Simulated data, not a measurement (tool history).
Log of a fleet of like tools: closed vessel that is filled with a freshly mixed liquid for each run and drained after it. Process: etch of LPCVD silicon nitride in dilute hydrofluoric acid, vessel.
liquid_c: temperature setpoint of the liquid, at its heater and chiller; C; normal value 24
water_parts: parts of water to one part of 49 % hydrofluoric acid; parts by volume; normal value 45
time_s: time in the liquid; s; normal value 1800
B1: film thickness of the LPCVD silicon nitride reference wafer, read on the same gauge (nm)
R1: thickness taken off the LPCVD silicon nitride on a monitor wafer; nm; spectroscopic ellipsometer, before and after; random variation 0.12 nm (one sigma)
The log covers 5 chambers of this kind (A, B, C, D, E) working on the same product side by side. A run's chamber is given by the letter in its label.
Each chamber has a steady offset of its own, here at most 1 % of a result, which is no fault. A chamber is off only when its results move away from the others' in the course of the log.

{"run": "1C", "hour": 5.7, "liquid_c": 24, "water_parts": 45, "time_s": 1800, "B1": 120, "R1": 18.736}
{"run": "2A", "hour": 11.4, "liquid_c": 24, "water_parts": 45, "time_s": 1800, "B1": 119.99, "R1": 18.142}
{"run": "3E", "hour": 17.6, "liquid_c": 24, "water_parts": 45, "time_s": 1800, "B1": 120, "R1": 18.493}
{"run": "4D", "hour": 25.2, "liquid_c": 24, "water_parts": 45, "time_s": 1800, "B1": 120, "R1": 18.437}
{"run": "5B", "hour": 34.0, "liquid_c": 24, "water_parts": 45, "time_s": 1800, "B1": 119.99, "R1": 18.446}
{"run": "6B", "hour": 40.8, "liquid_c": 24, "water_parts": 45, "time_s": 1800, "B1": 120, "R1": 18.325}
{"run": "7E", "hour": 48.0, "liquid_c": 24, "water_parts": 45, "time_s": 1800, "B1": 120, "R1": 18.469}
{"run": "8D", "hour": 56.6, "liquid_c": 24, "water_parts": 45, "time_s": 1800, "B1": 120.01, "R1": 18.544}
{"run": "9A", "hour": 65.7, "liquid_c": 24, "water_parts": 45, "time_s": 1800, "B1": 120.01, "R1": 18.272}
{"run": "10C", "hour": 73.5, "liquid_c": 24, "water_parts": 45, "time_s": 1800, "B1": 120, "R1": 18.817}
{"run": "11A", "hour": 79.6, "liquid_c": 24, "water_parts": 45, "time_s": 1800, "B1": 119.98, "R1": 18.303}
{"run": "12E", "hour": 89.1, "liquid_c": 24, "water_parts": 45, "time_s": 1800, "B1": 120.01, "R1": 18.558}
{"run": "13B", "hour": 95.6, "liquid_c": 22, "water_parts": 60, "time_s": 1800, "B1": 119.96, "R1": 12.206}
{"run": "14C", "hour": 103.7, "liquid_c": 22, "water_parts": 60, "time_s": 1800, "B1": 120.01, "R1": 12.149}
{"run": "15D", "hour": 113.0, "liquid_c": 22, "water_parts": 60, "time_s": 1800, "B1": 119.99, "R1": 12.195}
{"run": "16E", "hour": 119.7, "liquid_c": 22, "water_parts": 60, "time_s": 1800, "B1": 120, "R1": 12.179}
{"run": "17C", "hour": 128.5, "liquid_c": 22, "water_parts": 60, "time_s": 1800, "B1": 119.99, "R1": 12.267}
{"run": "18A", "hour": 136.4, "liquid_c": 24, "water_parts": 45, "time_s": 1800, "B1": 120.01, "R1": 18.437}
{"run": "19B", "hour": 141.9, "liquid_c": 24, "water_parts": 45, "time_s": 1800, "B1": 120.01, "R1": 18.353}
{"run": "20D", "hour": 147.7, "liquid_c": 24, "water_parts": 45, "time_s": 1800, "B1": 120, "R1": 18.455}
{"run": "21C", "hour": 152.7, "liquid_c": 24, "water_parts": 45, "time_s": 1800, "B1": 120, "R1": 18.725}
{"run": "22A", "hour": 160.1, "liquid_c": 24, "water_parts": 55, "time_s": 2375, "B1": 120.01, "R1": 19.811}
{"run": "23D", "hour": 169.4, "liquid_c": 24, "water_parts": 55, "time_s": 2375, "B1": 119.99, "R1": 20.2}
{"run": "24B", "hour": 174.3, "liquid_c": 24, "water_parts": 55, "time_s": 2375, "B1": 120.01, "R1": 19.991}
{"run": "25E", "hour": 184.0, "liquid_c": 24, "water_parts": 55, "time_s": 2375, "B1": 120.03, "R1": 20.507}
{"run": "26A", "hour": 191.2, "liquid_c": 24, "water_parts": 55, "time_s": 2375, "B1": 119.98, "R1": 20.052}
{"hour": 197.7, "done": "chamber D: hydrofluoric acid flow meter replaced"}
{"run": "27E", "hour": 199.4, "liquid_c": 24, "water_parts": 45, "time_s": 1800, "B1": 120.01, "R1": 18.794}
{"run": "28D", "hour": 207.9, "liquid_c": 24, "water_parts": 45, "time_s": 1800, "B1": 119.99, "R1": 19.033}
{"run": "29C", "hour": 216.1, "liquid_c": 24, "water_parts": 45, "time_s": 1800, "B1": 120, "R1": 18.423}
{"run": "30B", "hour": 223.3, "liquid_c": 24, "water_parts": 45, "time_s": 1800, "B1": 120, "R1": 18.39}
{"run": "31C", "hour": 230.7, "liquid_c": 24, "water_parts": 45, "time_s": 1800, "B1": 120.01, "R1": 18.697}
{"run": "32E", "hour": 238.0, "liquid_c": 24, "water_parts": 45, "time_s": 1800, "B1": 119.98, "R1": 18.465}
{"run": "33B", "hour": 247.5, "liquid_c": 24, "water_parts": 45, "time_s": 1800, "B1": 119.98, "R1": 18.486}
{"run": "34D", "hour": 257.1, "liquid_c": 24, "water_parts": 60, "time_s": 1800, "B1": 119.99, "R1": 14.83}
{"run": "35A", "hour": 264.3, "liquid_c": 24, "water_parts": 60, "time_s": 1800, "B1": 119.99, "R1": 13.752}
{"run": "36B", "hour": 273.6, "liquid_c": 24, "water_parts": 60, "time_s": 1800, "B1": 120.01, "R1": 14}
{"run": "37A", "hour": 282.9, "liquid_c": 24, "water_parts": 60, "time_s": 1800, "B1": 120, "R1": 13.819}
{"run": "38C", "hour": 291.2, "liquid_c": 24, "water_parts": 60, "time_s": 1800, "B1": 120.01, "R1": 14.042}
{"run": "39E", "hour": 297.1, "liquid_c": 24, "water_parts": 45, "time_s": 1800, "B1": 120.01, "R1": 18.667}
{"run": "40D", "hour": 304.7, "liquid_c": 24, "water_parts": 45, "time_s": 1800, "B1": 120, "R1": 19.488}
{"run": "41B", "hour": 310.7, "liquid_c": 24, "water_parts": 45, "time_s": 1800, "B1": 119.99, "R1": 18.461}

For the next run the whole fleet of 5 chambers uses the same settings. Give each chamber's results:
{"run": "42A", "hour": 317.9, "liquid_c": 24, "water_parts": 45, "time_s": 1800, "R1": "?"}
{"run": "42B", "hour": 317.9, "liquid_c": 24, "water_parts": 45, "time_s": 1800, "R1": "?"}
{"run": "42C", "hour": 317.9, "liquid_c": 24, "water_parts": 45, "time_s": 1800, "R1": "?"}
{"run": "42D", "hour": 317.9, "liquid_c": 24, "water_parts": 45, "time_s": 1800, "R1": "?"}
{"run": "42E", "hour": 317.9, "liquid_c": 24, "water_parts": 45, "time_s": 1800, "R1": "?"}

run=42A R1=18.291
run=42B R1=18.339
run=42C R1=18.569
run=42D R1=19.799
run=42E R1=18.687
